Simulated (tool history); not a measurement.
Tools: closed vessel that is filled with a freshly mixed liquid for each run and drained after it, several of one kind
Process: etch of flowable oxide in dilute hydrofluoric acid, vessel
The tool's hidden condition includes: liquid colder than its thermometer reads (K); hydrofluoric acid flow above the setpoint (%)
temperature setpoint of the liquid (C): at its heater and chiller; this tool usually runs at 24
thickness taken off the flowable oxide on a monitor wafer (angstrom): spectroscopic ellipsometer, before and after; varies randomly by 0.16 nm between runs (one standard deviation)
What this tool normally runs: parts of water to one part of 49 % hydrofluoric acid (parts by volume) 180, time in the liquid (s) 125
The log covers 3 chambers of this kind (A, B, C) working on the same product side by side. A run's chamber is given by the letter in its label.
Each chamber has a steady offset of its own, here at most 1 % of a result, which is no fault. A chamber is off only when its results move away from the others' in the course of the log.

run   hour  temperature setpoint of the liquid (C)  parts of water to one part of 49 % hydrofluoric acid (parts by volume)  time in the liquid (s)  hours since the thermometer was replaced  hours since the hydrofluoric acid flow meter was replaced  read-back film thickness of the flowable oxide reference wafer, read on the same gauge (nm)  thickness taken off the flowable oxide on a monitor wafer (angstrom)
 1B    8.5                                      24                                                                     180                     125                                    1478.3                                                      457.9                                                                                       109.96                                                                432.11
 2C   13.1                                      24                                                                     180                     125                                       693                                                      910.5                                                                                       109.98                                                                438.56
 3A   17.1                                      24                                                                     180                     125                                     118.4                                                       95.3                                                                                          110                                                                432.12
 4C   22.5                                      24                                                                     180                     125                                     702.4                                                      919.9                                                                                       109.97                                                                435.34
 5B   26.6                                      24                                                                     180                     125                                    1496.4                                                        476                                                                                       109.99                                                                 430.1
 6A     35                                      24                                                                     180                     125                                     136.3                                                      113.2                                                                                          110                                                                430.57
 7C   40.3                                      24                                                                     230                     195                                     720.2                                                      937.7                                                                                       109.99                                                                500.61
 8A   45.1                                      24                                                                     230                     195                                     146.4                                                      123.3                                                                                       109.98                                                                499.02
 9B   50.9                                      24                                                                     230                     195                                    1520.7                                                      500.3                                                                                       109.97                                                                496.07
10B   56.8                                      24                                                                     180                     125                                    1526.6                                                      506.2                                                                                          110                                                                430.82
11C     63                                      24                                                                     180                     125                                     742.9                                                      960.4                                                                                       109.96                                                                437.44
12A   70.7                                    20.5                                                                     180                      65                                       172                                                      148.9                                                                                       110.01                                                                197.98
      75.3  -- chamber C: thermometer replaced
13B   78.2                                    20.5                                                                     180                      65                                      1548                                                      527.6                                                                                          110                                                                197.44
14A   84.6                                    20.5                                                                     180                      65                                     185.9                                                      162.8                                                                                          110                                                                197.83
15C   89.1                                      24                                                                     180                     125                                      13.8                                                      986.5                                                                                       110.03                                                                438.29
16B   94.3                                      24                                                                     180                     125                                    1564.1                                                      543.7                                                                                       109.97                                                                432.14
17C   98.5                                      24                                                                     180                     125                                      23.2                                                      995.9                                                                                       110.03                                                                433.91
18A  107.1                                      24                                                                     180                     125                                     208.4                                                      185.3                                                                                          110                                                                   434
19C  115.5                                      24                                                                     180                     125                                      40.2                                                     1012.9                                                                                       110.02                                                                435.88
20A  123.3                                      24                                                                     180                     125                                     224.6                                                      201.5                                                                                       109.98                                                                430.53
21B  130.1                                      24                                                                     180                     125                                    1599.9                                                      579.5                                                                                       109.99                                                                436.08
22C  135.1                                      24                                                                     180                     125                                      59.8                                                     1032.5                                                                                       109.98                                                                 438.4
23A  143.6                                      24                                                                     180                     125                                     244.9                                                      221.8                                                                                       109.99                                                                 431.9
24B  149.1                                      24                                                                     180                     125                                    1618.9                                                      598.5                                                                                          110                                                                436.38
25A  154.4                                    21.5                                                                     180                     125                                     255.7                                                      232.6                                                                                       110.01                                                                 394.4
26C  160.7                                    21.5                                                                     180                     125                                      85.4                                                     1058.1                                                                                       109.99                                                                 399.5
27B  169.3                                    21.5                                                                     180                     125                                    1639.1                                                      618.7                                                                                       109.97                                                                 399.3
28A  175.3                                      24                                                                     180                     125                                     276.6                                                      253.5                                                                                       110.02                                                                431.84
29C  181.6                                      24                                                                     265                     170                                     106.3                                                       1079                                                                                       110.01                                                                369.87
30B  187.2                                      24                                                                     265                     170                                      1657                                                      636.6                                                                                       110.03                                                                367.76
31B  193.5                                      24                                                                     265                     170                                    1663.3                                                      642.9                                                                                       109.99                                                                371.97
32C    201                                      24                                                                     180                     125                                     125.7                                                     1098.4                                                                                       110.01                                                                 436.9
33A  206.6                                      24                                                                     180                     125                                     307.9                                                      284.8                                                                                          110                                                                433.37
34C  213.9                                      24                                                                     180                     125                                     138.6                                                     1111.3                                                                                          110                                                                438.87
35B  221.9                                      24                                                                     180                     125                                    1691.7                                                      671.3                                                                                          110                                                                441.12
36A  229.6                                      24                                                                     180                     125                                     330.9                                                      307.8                                                                                          110                                                                431.75
37A  237.4                                      24                                                                     265                     185                                     338.7                                                      315.6                                                                                       110.01                                                                395.88
38B  244.5                                      24                                                                     265                     185                                    1714.3                                                      693.9                                                                                       110.01                                                                 403.8
39C  249.7                                      24                                                                     265                     185                                     174.4                                                     1147.1                                                                                       109.97                                                                402.97
40C  257.4                                      24                                                                     180                     125                                     182.1                                                     1154.8                                                                                       110.01                                                                438.62

Is one chamber out of step, is the gauge drifting, or do the chambers differ by no more than their own small offsets? For an off chamber, give its letter and the likeliest cause.

It is chamber B that slowly wanders off from its peers.
Cause: hydrofluoric acid flow above the setpoint (%) = 2.03.
It could be hard to tell apart here from: liquid hotter than its thermometer reads (K).

Chamber B could run next with any of the 4 candidate recipes listed below; each alters the usual settings, and their results appear as question marks. Which one brings its results back in line with what the other chambers deliver on the usual settings?
Maximum distance from the other chambers' mean on the usual settings for a result to count as in line: thickness taken off the flowable oxide on a monitor wafer (angstrom) 5.5
41B-1  263.6                                    24.5                                                                     180                     125                                                                                                                                                                                                                                                                       ?
41B-2  263.6                                      25                                                                     180                     125                                                                                                                                                                                                                                                                       ?
41B-3  263.6                                    23.5                                                                     180                     125                                                                                                                                                                                                                                                                       ?
41B-4  263.6                                      24                                                                     180                     120                                                                                                                                                                                                                                                                       ?

Usual-settings mean across the other chambers: thickness taken off the flowable oxide on a monitor wafer (angstrom) 435.05
  run  thickness taken off the flowable oxide on a monitor wafer (angstrom)
41B-1                                                                450.76
41B-2                                                                459.07
41B-3                                                                434.15
41B-4                                                                424.71
41B-3 brings the chamber back in line.
